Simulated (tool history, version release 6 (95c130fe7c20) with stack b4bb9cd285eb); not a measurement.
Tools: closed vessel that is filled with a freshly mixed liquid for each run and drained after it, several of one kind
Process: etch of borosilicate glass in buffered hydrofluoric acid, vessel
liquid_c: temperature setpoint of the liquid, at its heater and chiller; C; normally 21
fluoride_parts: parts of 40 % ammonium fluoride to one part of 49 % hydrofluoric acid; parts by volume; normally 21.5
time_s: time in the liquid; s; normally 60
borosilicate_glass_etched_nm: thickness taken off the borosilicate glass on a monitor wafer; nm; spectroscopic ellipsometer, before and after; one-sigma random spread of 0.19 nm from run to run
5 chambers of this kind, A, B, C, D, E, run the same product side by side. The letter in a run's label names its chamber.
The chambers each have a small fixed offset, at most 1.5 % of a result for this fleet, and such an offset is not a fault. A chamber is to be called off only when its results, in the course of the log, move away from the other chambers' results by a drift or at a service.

| run | hour | liquid_c | fluoride_parts | time_s | read-back film thickness of the borosilicate glass reference wafer, read on the same gauge (nm) | borosilicate_glass_etched_nm |
|---|---|---|---|---|---|---|
| 1E | 10.2 | 21 | 21.5 | 60 | 80.01 | 30.628 |
|  | 16 | chamber A: thermometer replaced |
| 2D | 18.6 | 21 | 21.5 | 60 | 80.013 | 30.489 |
| 3A | 29.4 | 21 | 21.5 | 60 | 80.006 | 30.527 |
| 4C | 36.5 | 21 | 21.5 | 60 | 80.026 | 30.977 |
| 5B | 46.3 | 21 | 21.5 | 60 | 80.009 | 30.618 |
| 6A | 54.6 | 21 | 21.5 | 60 | 79.992 | 30.869 |
|  | 62.5 | chamber D: hydrofluoric acid flow meter replaced |
| 7B | 64.1 | 21 | 21.5 | 60 | 79.991 | 30.838 |
| 8C | 69.3 | 21 | 21.5 | 60 | 80.023 | 30.664 |
| 9E | 79 | 21 | 21.5 | 60 | 80.01 | 30.236 |
| 10D | 86.6 | 21 | 21.5 | 60 | 80.012 | 30.293 |
| 11E | 93.4 | 21 | 21.5 | 60 | 79.988 | 30.85 |
| 12B | 103.1 | 21 | 14 | 60 | 80.016 | 46.275 |
| 13D | 109 | 21 | 14 | 60 | 79.991 | 45.376 |
| 14C | 118.1 | 21 | 14 | 60 | 80.034 | 45.55 |
|  | 124.1 | chamber D: thermometer replaced |
| 15A | 126.3 | 21 | 14 | 60 | 79.986 | 46.547 |
| 16A | 132.5 | 21 | 14 | 60 | 79.998 | 46.039 |
| 17E | 141.6 | 21 | 21.5 | 60 | 80.004 | 30.567 |
| 18B | 147.8 | 21 | 21.5 | 60 | 79.982 | 30.445 |
| 19D | 157.5 | 25 | 21.5 | 60 | 80.006 | 37.586 |
| 20C | 166.5 | 25 | 21.5 | 60 | 80.011 | 38.296 |
| 21B | 175.9 | 25 | 21.5 | 60 | 80.017 | 37.848 |
| 22C | 181 | 25 | 21.5 | 60 | 79.981 | 38.271 |
| 23A | 188.6 | 25 | 21.5 | 60 | 79.994 | 38.187 |
| 24E | 199.7 | 21 | 21.5 | 60 | 79.992 | 31.686 |
| 25D | 207.1 | 18.5 | 21.5 | 70 | 79.988 | 30.648 |
| 26D | 212.2 | 18.5 | 21.5 | 70 | 80.001 | 30.897 |
| 27C | 223.2 | 18.5 | 21.5 | 70 | 80.013 | 31.155 |
| 28A | 228.6 | 18.5 | 21.5 | 70 | 79.994 | 30.995 |
| 29B | 236.8 | 18.5 | 21.5 | 70 | 79.995 | 31.585 |
| 30E | 243.4 | 19 | 29 | 60 | 80.005 | 23.134 |
| 31C | 254 | 19 | 29 | 60 | 79.985 | 22.248 |
| 32B | 261.8 | 19 | 29 | 60 | 79.986 | 22.811 |
| 33D | 267.9 | 19 | 29 | 60 | 80 | 22.042 |
| 34E | 275.3 | 19 | 29 | 60 | 79.98 | 23.609 |
| 35A | 286.5 | 17.5 | 21.5 | 85 | 79.994 | 35.451 |

Read the log: is a single chamber off, either drifting away or since a service, is the gauge that measures every chamber drifting, or is nothing wrong beyond small per-chamber offsets? Name any odd chamber and what most likely caused it.

One chamber, E, drifts off from the rest bit by bit.
Cause: hydrofluoric acid flow above the setpoint (%) = 10.5.
The log may not separate it from: liquid hotter than its thermometer reads (K).

Here are 4 candidates for chamber E's next run, each the usual settings with a change, their results left as question marks. Which one brings its results back in line with what the others give on the usual settings?
In line means no further than this from the other chambers' mean on the usual settings: borosilicate_glass_etched_nm 0.66 nm
| 36E-1 | 294.8 | 20.5 | 22.5 | 60 |  | ? |
| 36E-2 | 294.8 | 21 | 21 | 60 |  | ? |
| 36E-3 | 294.8 | 21 | 20 | 60 |  | ? |
| 36E-4 | 294.8 | 21 | 22 | 60 |  | ? |

What the other chambers average on the usual settings: borosilicate_glass_etched_nm 30.649 nm
| run | borosilicate_glass_etched_nm |
|---|---|
| 36E-1 | 30.711 |
| 36E-2 | 33.635 |
| 36E-3 | 35.333 |
| 36E-4 | 32.093 |
36E-1 puts the chamber back in line with the other chambers.
